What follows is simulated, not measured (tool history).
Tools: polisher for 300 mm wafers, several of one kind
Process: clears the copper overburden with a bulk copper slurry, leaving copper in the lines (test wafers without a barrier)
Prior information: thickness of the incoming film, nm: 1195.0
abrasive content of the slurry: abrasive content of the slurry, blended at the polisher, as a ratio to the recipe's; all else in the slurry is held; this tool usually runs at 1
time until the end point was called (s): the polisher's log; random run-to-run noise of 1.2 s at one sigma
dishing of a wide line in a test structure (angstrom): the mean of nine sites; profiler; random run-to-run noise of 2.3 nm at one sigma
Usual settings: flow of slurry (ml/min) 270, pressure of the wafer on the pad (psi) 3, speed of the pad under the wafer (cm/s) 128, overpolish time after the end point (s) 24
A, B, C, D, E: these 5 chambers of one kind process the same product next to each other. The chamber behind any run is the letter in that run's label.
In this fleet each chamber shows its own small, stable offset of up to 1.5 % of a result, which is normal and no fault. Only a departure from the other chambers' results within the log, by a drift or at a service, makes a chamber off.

run   hour  flow of slurry (ml/min)  pressure of the wafer on the pad (psi)  speed of the pad under the wafer (cm/s)  abrasive content of the slurry  overpolish time after the end point (s)  wafers polished on this pad  hours since the slurry nozzle was cleaned  hours since the head pressure was calibrated  hours since the slurry blender was calibrated  time until the end point was called (s)  dishing of a wide line in a test structure (angstrom)
       1.2  -- chamber D: worn pad replaced by a new one
       7.5  -- chamber E: worn pad replaced by a new one
      10.6  -- chamber C: worn pad replaced by a new one
 1A   10.8                      270                                       3                                      128                               1                                       24                         1200                                      626.5                                           254                                          222.1                                   91.386                                                 1013.9
 2C   20.9                      270                                       3                                      128                               1                                       24                           91                                        713                                         182.5                                          242.6                                    93.43                                                 1071.1
      24.8  -- chamber A: worn pad replaced by a new one
        28  -- chamber B: worn pad replaced by a new one
 3D   35.6                      270                                       3                                      128                               1                                       24                          305                                      169.6                                         754.8                                           99.2                                   94.444                                                   1011
 4E   46.7                      270                                       3                                      128                               1                                       24                          348                                      480.2                                         482.3                                          172.8                                   90.855                                                   1033
 5B   62.8                      270                                       3                                      128                               1                                       24                          308                                      382.1                                          76.7                                            153                                   94.416                                                 1016.1
 6E     70                      270                                       3                                      128                               1                                       24                          554                                      503.5                                         505.6                                          196.1                                   90.517                                                 1017.8
 7B   77.8                      270                                       3                                      146                               1                                       37                          441                                      397.1                                          91.7                                            168                                   81.965                                                 1148.8
 8D   87.3                      270                                       3                                      146                               1                                       37                          763                                      221.3                                         806.5                                          150.9                                   81.183                                                 1159.5
      95.1  -- chamber C: worn pad replaced by a new one
 9C  101.7                      270                                       3                                      146                               1                                       37                           58                                      793.8                                         263.3                                          323.4                                   80.779                                                 1115.9
     104.5  -- chamber B: slurry blender recalibrated
     108.4  -- chamber C: slurry blender recalibrated
       110  -- chamber E: worn pad replaced by a new one
10A  115.6                      270                                       3                                      146                               1                                       37                          804                                      731.3                                         358.8                                          326.9                                   80.653                                                 1108.5
     119.6  -- chamber C: slurry nozzle cleaned
     127.1  -- chamber D: worn pad replaced by a new one
11B  127.5                      270                                       3                                      146                               1                                       37                          881                                      446.8                                         141.4                                           23.1                                   82.905                                                 1146.7
     129.1  -- chamber D: slurry nozzle cleaned
     137.1  -- chamber D: slurry blender recalibrated
12C  137.8                      270                                       3                                      128                               1                                       24                          378                                       18.3                                         299.4                                           29.5                                   92.468                                                 1003.9
13A  147.9                      270                                       3                                      128                               1                                       24                         1090                                      763.6                                         391.1                                          359.2                                    92.45                                                 1034.1
     154.6  -- chamber A: slurry blender recalibrated
14D  160.2                      270                                       3                                      128                               1                                       24                          293                                       31.2                                         879.4                                           23.2                                     94.1                                                 1019.1
     160.5  -- chamber B: worn pad replaced by a new one
15E    171                      270                                       3                                      128                               1                                       24                          540                                      604.5                                         606.6                                          297.1                                   91.083                                                 1008.3
     172.3  -- chamber C: worn pad replaced by a new one
     177.5  -- chamber A: worn pad replaced by a new one
16E  179.5                      270                                       3                                      128                               1                                       24                          615                                        613                                         615.1                                          305.6                                   93.264                                                 1025.8
     182.3  -- chamber E: slurry blender recalibrated
17A  192.7                      270                                       3                                      128                               1                                       24                          134                                      808.4                                         435.9                                           38.2                                    93.45                                                 1016.9
18C  204.1                      270                                       3                                      128                               1                                       24                          281                                       84.6                                         365.7                                           95.8                                   92.244                                                 1033.6
19D  212.6                      270                                       3                                      128                               1                                       24                          758                                       83.6                                         931.8                                           75.6                                   94.392                                                 1029.7
20B  219.7                      270                                       3                                      110                             1.3                                       24                          524                                        539                                         233.6                                          115.3                                   104.93                                                 1043.7
       226  -- chamber E: worn pad replaced by a new one
21A  228.8                      270                                       3                                      110                             1.3                                       24                          454                                      844.5                                           472                                           74.3                                   101.61                                                 988.65
     236.4  -- chamber A: slurry nozzle cleaned
22C    238                      270                                       3                                      110                             1.3                                       24                          582                                      118.5                                         399.6                                          129.7                                   101.16                                                 996.78
23D  250.1                      270                                       3                                      110                             1.3                                       24                         1090                                      121.1                                         969.3                                          113.1                                    102.9                                                 985.35
     251.9  -- chamber D: worn pad replaced by a new one
24E  257.1                      270                                       3                                      110                             1.3                                       24                          276                                      690.6                                         692.7                                           74.9                                   101.98                                                 1004.5
     266.7  -- chamber C: worn pad replaced by a new one
25B  267.6                      270                                       3                                      128                               1                                       24                          949                                      586.9                                         281.5                                          163.2                                   91.691                                                 1070.1
     270.4  -- chamber B: slurry blender recalibrated
     277.2  -- chamber C: head pressure recalibrated
26C  278.2                      270                                       3                                      128                               1                                       24                          102                                      158.7                                             1                                          169.9                                   102.96                                                 929.31
27B  288.5                      190                                       3                                      148                               1                                       24                         1134                                      607.8                                         302.4                                           18.2                                   82.382                                                 1122.5
     298.9  -- chamber B: worn pad replaced by a new one
     299.8  -- chamber A: worn pad replaced by a new one
       303  -- chamber D: slurry blender recalibrated
28D  304.1                      190                                       3                                      148                               1                                       24                          462                                      175.1                                        1023.3                                            1.1                                   84.127                                                 1084.2
     307.5  -- chamber E: head pressure recalibrated
29E  312.9                      190                                       3                                      148                               1                                       24                          770                                      746.4                                           5.4                                          130.7                                   84.569                                                 1087.7
30A  328.3                      190                                       3                                      148                               1                                       24                          253                                       91.9                                         571.5                                          173.8                                   85.582                                                 1093.8
     335.5  -- chamber E: worn pad replaced by a new one
31B  339.7                      190                                       3                                      148                               1                                       24                          361                                        659                                         353.6                                           69.4                                   82.012                                                 1034.6
     343.4  -- chamber D: slurry nozzle cleaned
32D  347.7                      270                                       3                                      128                               1                                       24                          848                                        4.3                                        1066.9                                           44.7                                   93.215                                                 1053.3
     356.5  -- chamber D: worn pad replaced by a new one
33A  358.4                      270                                       3                                      128                               1                                       24                          519                                        122                                         601.6                                          203.9                                   91.803                                                 1036.7
     365.2  -- chamber C: worn pad replaced by a new one
34E    368                      270                                       3                                      102                               1                                       24                          288                                      801.5                                          60.5                                          185.8                                   115.69                                                 977.13
       376  -- chamber E: slurry nozzle cleaned
35C  379.7                      270                                       3                                      102                               1                                       24                          128                                      260.2                                         102.5                                          271.4                                   128.62                                                 922.09
36B  391.1                      270                                       3                                      102                               1                                       24                          817                                      710.4                                           405                                          120.8                                   116.74                                                 949.57
37D  399.7                      270                                       3                                      102                               1                                       24                          383                                       56.3                                        1118.9                                           96.7                                   114.42                                                 938.63
38E  408.8                      270                                       3                                      102                               1                                       24                          649                                       32.8                                         101.3                                          226.6                                   116.57                                                 955.24
     410.8  -- chamber B: worn pad replaced by a new one
39A  416.8                      270                                       3                                      128                               1                                       24                         1037                                      180.4                                           660                                          262.3                                   95.112                                                 983.69
40C  429.4                      270                                       3                                       86                               1                                       24                          568                                      309.9                                         152.2                                          321.1                                   151.02                                                 855.25
41B  437.4                      270                                       3                                       86                               1                                       24                          236                                      756.7                                         451.3                                          167.1                                    137.7                                                 886.05
     444.6  -- chamber C: slurry blender recalibrated
42C  448.1                      270                                       3                                       86                               1                                       24                          734                                      328.6                                         170.9                                            3.5                                   149.74                                                 798.34

Read the log: is a single chamber off, either drifting away or since a service, is the gauge that measures every chamber drifting, or is nothing wrong beyond small per-chamber offsets? Name any odd chamber and what most likely caused it.

The work done on chamber C during a service left it standing apart from the others.
Likeliest cause: head's pressure below its setpoint, % = 9.75.

Below are 4 candidate recipes for chamber C's next run, each the usual settings with a change, their results shown as question marks. Which of them brings C's results back in line with what the other chambers give on the usual settings?
A result is in line if it is within this distance of the other chambers' mean on the usual settings: time until the end point was called (s) 4.1; dishing of a wide line in a test structure (angstrom) 80
43C-1  459.6                      270                                     2.8                                      122                               1                                       23                                                                                                                                                                                                             ?                                                      ?
43C-2  459.6                      275                                     3.4                                      142                               1                                       27                                                                                                                                                                                                             ?                                                      ?
43C-3  459.6                      270                                     3.2                                      134                               1                                       25                                                                                                                                                                                                             ?                                                      ?
43C-4  459.6                      265                                     2.7                                      116                               1                                       22                                                                                                                                                                                                             ?                                                      ?

On the usual settings, the other chambers give on average: time until the end point was called (s) 93.137; dishing of a wide line in a test structure (angstrom) 1025.9
  run  time until the end point was called (s)  dishing of a wide line in a test structure (angstrom)
43C-1                                   116.08                                                 894.74
43C-2                                    82.17                                                 1097.3
43C-3                                   92.611                                                 1027.6
43C-4                                   126.75                                                 840.69
With 43C-3, the chamber falls back in line with the rest.

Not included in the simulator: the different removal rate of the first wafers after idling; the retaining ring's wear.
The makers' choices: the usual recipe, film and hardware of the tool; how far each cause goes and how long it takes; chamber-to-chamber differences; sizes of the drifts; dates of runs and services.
